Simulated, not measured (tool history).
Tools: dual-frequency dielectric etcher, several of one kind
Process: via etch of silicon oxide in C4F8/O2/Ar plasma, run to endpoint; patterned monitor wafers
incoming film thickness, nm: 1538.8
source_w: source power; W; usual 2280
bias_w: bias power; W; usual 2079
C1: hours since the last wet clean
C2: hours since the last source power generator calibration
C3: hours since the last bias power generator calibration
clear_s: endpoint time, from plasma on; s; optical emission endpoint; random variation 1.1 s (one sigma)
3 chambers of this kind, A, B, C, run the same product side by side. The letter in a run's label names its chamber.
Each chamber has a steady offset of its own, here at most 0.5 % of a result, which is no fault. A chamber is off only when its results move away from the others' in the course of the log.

run 1A hour=5.6 | source_w=2280 bias_w=2079 | C1=355.8 C2=2975.4 C3=540.4 | clear_s=285.96
-- hour=9.5 chamber C: wet clean of the chamber
run 2B hour=11.9 | source_w=2280 bias_w=2079 | C1=61.8 C2=1809.4 C3=1464.0 | clear_s=285.46
run 3C hour=18.0 | source_w=2280 bias_w=2079 | C1=8.6 C2=1854.0 C3=566.5 | clear_s=286.50
run 4B hour=23.3 | source_w=2280 bias_w=2079 | C1=73.2 C2=1820.8 C3=1475.4 | clear_s=286.04
run 5C hour=28.6 | source_w=2280 bias_w=2079 | C1=19.2 C2=1864.6 C3=577.1 | clear_s=285.20
run 6A hour=35.9 | source_w=2280 bias_w=2079 | C1=386.1 C2=3005.7 C3=570.7 | clear_s=285.05
-- hour=40.8 chamber B: source power generator calibrated
run 7A hour=43.4 | source_w=2280 bias_w=2079 | C1=393.6 C2=3013.2 C3=578.2 | clear_s=284.12
run 8B hour=54.8 | source_w=2280 bias_w=2079 | C1=104.7 C2=14.1 C3=1506.9 | clear_s=286.29
run 9C hour=61.0 | source_w=2280 bias_w=2079 | C1=51.6 C2=1897.0 C3=609.5 | clear_s=284.82
run 10B hour=67.0 | source_w=2280 bias_w=2079 | C1=116.9 C2=26.3 C3=1519.1 | clear_s=286.45
run 11A hour=73.1 | source_w=2280 bias_w=2079 | C1=423.3 C2=3042.9 C3=607.9 | clear_s=283.53
run 12C hour=84.8 | source_w=2280 bias_w=2425 | C1=75.4 C2=1920.8 C3=633.3 | clear_s=273.98
run 13B hour=90.3 | source_w=2280 bias_w=2425 | C1=140.2 C2=49.6 C3=1542.4 | clear_s=274.15
run 14A hour=98.4 | source_w=2280 bias_w=2425 | C1=448.6 C2=3068.2 C3=633.2 | clear_s=269.02
run 15C hour=107.4 | source_w=2280 bias_w=2079 | C1=98.0 C2=1943.4 C3=655.9 | clear_s=285.80
run 16C hour=116.4 | source_w=2510 bias_w=1690 | C1=107.0 C2=1952.4 C3=664.9 | clear_s=289.94
run 17B hour=121.8 | source_w=2510 bias_w=1690 | C1=171.7 C2=81.1 C3=1573.9 | clear_s=292.02
run 18A hour=133.2 | source_w=2510 bias_w=1690 | C1=483.4 C2=3103.0 C3=668.0 | clear_s=282.15
run 19B hour=143.6 | source_w=2280 bias_w=2079 | C1=193.5 C2=102.9 C3=1595.7 | clear_s=283.57
run 20C hour=151.7 | source_w=2280 bias_w=2079 | C1=142.3 C2=1987.7 C3=700.2 | clear_s=283.07
run 21A hour=158.6 | source_w=2280 bias_w=2079 | C1=508.8 C2=3128.4 C3=693.4 | clear_s=274.78
run 22C hour=167.9 | source_w=2280 bias_w=2079 | C1=158.5 C2=2003.9 C3=716.4 | clear_s=284.86
run 23A hour=178.7 | source_w=2280 bias_w=2079 | C1=528.9 C2=3148.5 C3=713.5 | clear_s=269.88
run 24B hour=184.2 | source_w=2020 bias_w=2079 | C1=234.1 C2=143.5 C3=1636.3 | clear_s=298.95

What goes on in this fleet: one chamber off, a drifting gauge, or nothing beyond the chambers' own small offsets? Name the chamber and the cause, if any.

Chamber A drifts away from the others.
Cause: etch rate over this chamber's usual, % = 5.43.

Here are 4 candidates for chamber A's next run, each the usual settings with a change, their results left as question marks. Which one brings its results back in line with what the others give on the usual settings?
In line means no further than this from the other chambers' mean on the usual settings: clear_s 4.00 s
run 25A-1 hour=192.7 | source_w=2080 bias_w=1949 | clear_s=?
run 25A-2 hour=192.7 | source_w=2210 bias_w=2034 | clear_s=?
run 25A-3 hour=192.7 | source_w=2380 bias_w=2079 | clear_s=?
run 25A-4 hour=192.7 | source_w=2480 bias_w=2209 | clear_s=?

The other chambers' mean on the usual settings: clear_s 284.85 s
run=25A-1 clear_s=286.31
run=25A-2 clear_s=276.10
run=25A-3 clear_s=266.39
run=25A-4 clear_s=257.54
25A-1 brings the chamber back in line.
